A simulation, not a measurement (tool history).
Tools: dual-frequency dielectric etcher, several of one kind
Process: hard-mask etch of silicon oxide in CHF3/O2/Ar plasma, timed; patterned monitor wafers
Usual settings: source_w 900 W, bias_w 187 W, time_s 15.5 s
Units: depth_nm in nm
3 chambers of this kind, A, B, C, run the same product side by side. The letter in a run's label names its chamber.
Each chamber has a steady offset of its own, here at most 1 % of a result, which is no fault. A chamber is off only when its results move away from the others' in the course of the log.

run,day,source_w,bias_w,time_s,hours since the last wet clean,hours since the last source power generator calibration,hours since the last bias power generator calibration,"read-back reference wafer on the same gauge, depth_nm",depth_nm
1A,0.408,900,187,15.5,437.1,369.2,3350.9,32.779,36.147
2B,0.758,900,187,15.5,524.0,2205.7,2022.9,32.779,36.702
3C,1.112,900,187,15.5,365.0,1490.0,1526.6,32.808,36.244
4C,1.400,900,187,15.5,371.9,1496.9,1533.5,32.804,36.398
5B,1.746,900,187,15.5,547.7,2229.4,2046.6,32.829,36.419
6A,2.138,900,187,15.5,478.6,410.7,3392.4,32.793,35.940
7C,2.529,900,187,15.5,399.0,1524.0,1560.6,32.807,36.432
8A,2.996,900,187,15.5,499.2,431.3,3413.0,32.819,36.083
9B,3.392,900,187,15.5,587.2,2268.9,2086.1,32.801,36.482
10A,3.683,900,187,15.5,515.7,447.8,3429.5,32.803,36.031
11C,4.158,900,187,15.5,438.1,1563.1,1599.7,32.781,36.196
12B,4.642,900,187,15.5,617.2,2298.9,2116.1,32.792,36.441
13C,4.971,900,187,15.5,457.6,1582.6,1619.2,32.798,36.350
14A,5.512,900,187,15.5,559.6,491.7,3473.4,32.789,36.145
# day 5.546: chamber B: wet clean of the chamber
15B,6.029,900,187,15.5,11.6,2332.2,2149.4,32.804,36.633
16B,6.392,900,187,15.5,20.3,2340.9,2158.1,32.803,36.365
17A,6.742,900,187,15.5,589.1,521.2,3502.9,32.811,35.939
18C,7.033,900,187,15.5,507.1,1632.1,1668.7,32.794,36.360
19A,7.317,900,187,15.5,602.9,535.0,3516.7,32.795,35.988
20B,7.746,900,187,15.5,52.8,2373.4,2190.6,32.802,36.441
21C,8.029,900,187,15.5,531.0,1656.0,1692.6,32.813,36.549
# day 8.383: chamber A: wet clean of the chamber
22A,8.479,900,187,15.5,2.4,562.9,3544.6,32.803,35.960
23B,8.762,900,187,15.5,77.2,2397.8,2215.0,32.819,36.489
24C,9.204,900,187,15.5,559.2,1684.2,1720.8,32.797,36.497
25B,9.654,900,187,15.5,98.6,2419.2,2236.4,32.799,36.615
26A,10.154,900,187,15.5,42.6,603.1,3584.8,32.819,36.112
27C,10.554,900,187,15.5,591.6,1716.6,1753.2,32.794,36.744
28C,11.062,900,187,15.5,603.8,1728.8,1765.4,32.812,36.550
29B,11.350,900,168,19.0,139.3,2459.9,2277.1,32.816,43.185
30A,11.875,900,168,19.0,83.9,644.4,3626.1,32.798,42.563
31A,12.133,900,168,19.0,90.1,650.6,3632.3,32.813,42.794
32C,12.479,900,187,15.5,637.8,1762.8,1799.4,32.800,36.687
33B,12.912,900,187,15.5,176.8,2497.4,2314.6,32.807,36.536
34A,13.446,900,187,15.5,121.6,682.1,3663.8,32.778,36.106
35C,13.979,900,165,18.0,673.8,1798.8,1835.4,32.822,40.975
36B,14.471,900,165,18.0,214.2,2534.8,2352.0,32.799,40.694
37B,14.967,900,165,18.0,226.1,2546.7,2363.9,32.781,40.686
38C,15.438,900,187,15.5,708.8,1833.8,1870.4,32.805,36.700
39A,15.704,900,187,15.5,175.8,736.3,3718.0,32.794,35.941
40B,16.008,900,187,15.5,251.1,2571.7,2388.9,32.791,36.503
41C,16.488,1030,187,15.5,734.0,1859.0,1895.6,32.818,38.929
42A,16.854,1030,187,15.5,203.4,763.9,3745.6,32.781,37.953

Is one chamber off against the others, does the gauge drift, or is nothing wrong? If a chamber is off, say which, and what the likeliest cause is.

Chamber C drifts away from the others.
Cause: etch rate over this chamber's usual, % = 1.67.
The log may not tell that from: source power that arrives over what is set, %; bias power that arrives over what is set, %.

Here are 4 candidates for chamber C's next run, each the usual settings with a change, their results left as question marks. Which one brings its results back in line with what the others give on the usual settings?
In line means no further than this from the other chambers' mean on the usual settings: depth_nm 0.300 nm
43C-1,17.258,900,188,15.5,,,,,?
43C-2,17.258,900,176,15.5,,,,,?
43C-3,17.258,900,186,15.5,,,,,?
43C-4,17.258,940,187,15.5,,,,,?

The other chambers' mean on the usual settings: depth_nm 36.262 nm
run,depth_nm
43C-1,37.012
43C-2,36.234
43C-3,36.884
43C-4,37.581
43C-2 brings the chamber back in line.
